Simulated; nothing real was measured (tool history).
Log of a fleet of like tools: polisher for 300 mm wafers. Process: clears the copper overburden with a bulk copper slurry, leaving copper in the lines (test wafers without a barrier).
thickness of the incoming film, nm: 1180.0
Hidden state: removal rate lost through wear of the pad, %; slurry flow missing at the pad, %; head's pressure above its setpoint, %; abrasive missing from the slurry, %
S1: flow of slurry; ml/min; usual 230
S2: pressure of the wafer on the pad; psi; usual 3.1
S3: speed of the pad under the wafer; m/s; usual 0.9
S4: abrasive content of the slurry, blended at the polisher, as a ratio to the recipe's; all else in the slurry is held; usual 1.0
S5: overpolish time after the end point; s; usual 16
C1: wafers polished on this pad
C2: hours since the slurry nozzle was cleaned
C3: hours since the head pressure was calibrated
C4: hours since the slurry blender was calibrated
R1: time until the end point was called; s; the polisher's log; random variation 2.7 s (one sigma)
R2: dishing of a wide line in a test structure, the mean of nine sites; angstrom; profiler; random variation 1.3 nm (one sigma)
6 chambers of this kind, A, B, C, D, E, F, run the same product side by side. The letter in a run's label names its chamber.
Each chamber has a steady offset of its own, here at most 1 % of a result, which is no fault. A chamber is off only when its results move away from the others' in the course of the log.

run	hour	S1	S2	S3	S4	S5	C1	C2	C3	C4	R1	R2
1A	10.2	230	3.1	0.9	1.0	16	69	471.3	956.3	148.3	147.86	595.28
# hour 11.9: chamber F: worn pad replaced by a new one
2C	21.2	230	3.1	0.9	1.0	16	1616	154.4	112.9	72.4	151.63	577.58
# hour 23.5: chamber E: slurry blender recalibrated
# hour 23.7: chamber C: worn pad replaced by a new one
# hour 28.1: chamber D: worn pad replaced by a new one
3D	31.6	230	3.1	0.9	1.0	16	20	57.4	216.9	116.1	148.48	602.54
4B	39.8	230	3.1	0.9	1.0	16	691	256.1	496.3	119.6	148.85	604.19
5E	47.1	230	3.1	0.9	1.0	16	1064	91.0	747.6	23.6	148.67	597.64
# hour 47.3: chamber B: slurry blender recalibrated
6F	54.5	230	3.1	0.9	1.0	16	253	418.6	108.2	206.1	142.10	609.05
7F	60.8	230	3.1	0.9	1.0	16	291	424.9	114.5	212.4	143.81	634.82
# hour 66.1: chamber E: worn pad replaced by a new one
8C	69.8	230	3.1	0.9	1.0	16	274	203.0	161.5	121.0	146.47	610.52
9A	77.3	230	3.1	0.9	1.0	16	468	538.4	1023.4	215.4	148.86	584.63
# hour 78.0: chamber C: slurry blender recalibrated
# hour 78.4: chamber A: head pressure recalibrated
10B	88.4	230	3.1	0.9	1.0	16	980	304.7	544.9	41.1	145.22	574.79
# hour 91.4: chamber F: slurry blender recalibrated
11E	99.5	230	3.1	0.9	1.0	16	198	143.4	800.0	76.0	149.87	592.09
12D	108.9	230	3.1	0.9	1.0	16	480	134.7	294.2	193.4	149.35	611.36
# hour 113.3: chamber B: slurry nozzle cleaned
# hour 119.0: chamber F: worn pad replaced by a new one
13B	120.1	230	3.1	0.9	1.0	16	1169	6.9	576.6	72.8	143.87	576.20
# hour 127.4: chamber A: slurry blender recalibrated
14E	127.6	230	3.1	0.9	1.0	16	365	171.5	828.1	104.1	143.43	576.00
15D	138.8	230	3.1	0.9	1.0	16	658	164.6	324.1	223.3	144.89	590.06
# hour 145.1: chamber A: worn pad replaced by a new one
16F	147.3	230	3.1	0.9	1.0	16	168	511.4	201.0	55.9	146.85	600.59
17A	154.2	230	3.1	0.9	1.0	16	54	615.3	75.8	26.8	147.69	580.38
18C	162.2	230	3.1	0.9	1.0	16	824	295.4	253.9	84.3	144.78	610.01
19A	169.5	230	3.1	0.9	1.0	16	145	630.6	91.1	42.1	148.37	589.28
20E	181.3	230	3.1	0.9	1.0	16	685	225.2	881.8	157.8	144.47	575.55
# hour 190.7: chamber B: slurry blender recalibrated
21F	190.9	230	3.1	0.9	1.0	16	427	555.0	244.6	99.5	145.33	605.64
# hour 194.8: chamber D: worn pad replaced by a new one
22C	198.3	230	3.1	0.9	1.3	16	1038	331.5	290.0	120.4	141.09	607.62
23D	209.4	230	3.1	0.9	1.3	16	87	235.2	394.7	293.9	133.29	621.31
# hour 211.8: chamber F: worn pad replaced by a new one
24B	217.8	230	3.1	0.9	1.3	16	1750	104.6	674.3	27.2	145.17	595.15
25E	227.7	230	3.1	0.9	1.3	16	961	271.6	928.2	204.2	139.02	602.47
# hour 228.6: chamber C: slurry blender recalibrated
# hour 229.7: chamber A: slurry nozzle cleaned
26F	238.6	230	3.1	0.9	1.3	16	159	602.7	292.3	147.2	136.64	600.80
27C	249.6	230	3.1	0.9	1.3	16	1343	382.8	341.3	21.0	142.82	613.98
28B	260.3	230	3.1	0.9	1.0	16	2002	147.1	716.8	69.7	153.61	569.41
# hour 265.4: chamber D: slurry nozzle cleaned
29D	270.9	230	3.1	0.9	1.0	16	452	5.5	456.2	355.4	146.71	590.39
# hour 274.6: chamber E: slurry blender recalibrated
30A	276.1	230	3.1	0.9	1.0	25	779	46.4	197.7	148.7	148.50	733.82
31D	281.3	230	3.1	0.9	1.0	25	514	15.9	466.6	365.8	146.83	695.19
32A	292.4	230	3.1	0.9	1.0	25	876	62.7	214.0	165.0	152.57	735.70
# hour 293.7: chamber C: worn pad replaced by a new one
# hour 294.1: chamber E: worn pad replaced by a new one
33C	301.2	230	3.1	0.9	1.0	25	44	434.4	392.9	72.6	147.95	714.07
34B	306.7	230	3.1	0.9	1.0	25	2278	193.5	763.2	116.1	155.23	695.44
# hour 312.8: chamber A: worn pad replaced by a new one
# hour 315.0: chamber D: slurry blender recalibrated
# hour 315.1: chamber F: worn pad replaced by a new one
35F	316.9	230	3.1	0.9	1.0	25	11	681.0	370.6	225.5	148.61	698.35
36E	323.9	230	3.1	0.9	1.0	16	177	367.8	1024.4	49.4	148.29	600.25
37B	331.4	230	3.1	1.0	1.0	10	2425	218.2	787.9	140.8	143.86	454.94
38E	337.9	230	3.1	1.0	1.0	10	260	381.8	1038.4	63.4	134.12	467.63
39A	344.8	230	3.1	1.0	1.0	10	190	115.1	266.4	217.4	128.44	471.20
40C	353.5	230	3.1	1.0	1.0	10	355	486.7	445.2	124.9	134.31	484.37
# hour 356.4: chamber F: slurry blender recalibrated
41F	365.0	230	3.1	1.0	1.0	10	297	729.1	418.7	8.7	134.95	494.73
42D	375.4	230	3.1	1.0	1.0	10	1074	110.0	560.7	60.5	130.50	491.25
43C	385.6	230	3.1	0.9	1.0	16	546	518.8	477.3	157.0	149.08	593.29

Is one chamber off against the others, does the gauge drift, or is nothing wrong? If a chamber is off, say which, and what the likeliest cause is.

Chamber B drifts away from the others.
Cause: removal rate lost through wear of the pad, % = 9.79.
The log may not tell that from: head's pressure below its setpoint, %.

Here are 4 candidates for chamber B's next run, each the usual settings with a change, their results left as question marks. Which one brings its results back in line with what the others give on the usual settings?
In line means no further than this from the other chambers' mean on the usual settings: R1 9.50 s; R2 45.00 angstrom
44B-1	394.1	235	3.4	1.00	1.0	16					?	?
44B-2	394.1	225	2.8	0.80	1.0	16					?	?
44B-3	394.1	230	3.0	0.86	1.0	16					?	?
44B-4	394.1	230	3.2	0.94	1.0	16					?	?

The other chambers' mean on the usual settings: R1 146.48 s; R2 597.60 angstrom
run	R1	R2
44B-1	132.20	628.64
44B-2	202.20	487.46
44B-3	174.93	534.94
44B-4	149.91	586.17
44B-4 brings the chamber back in line.
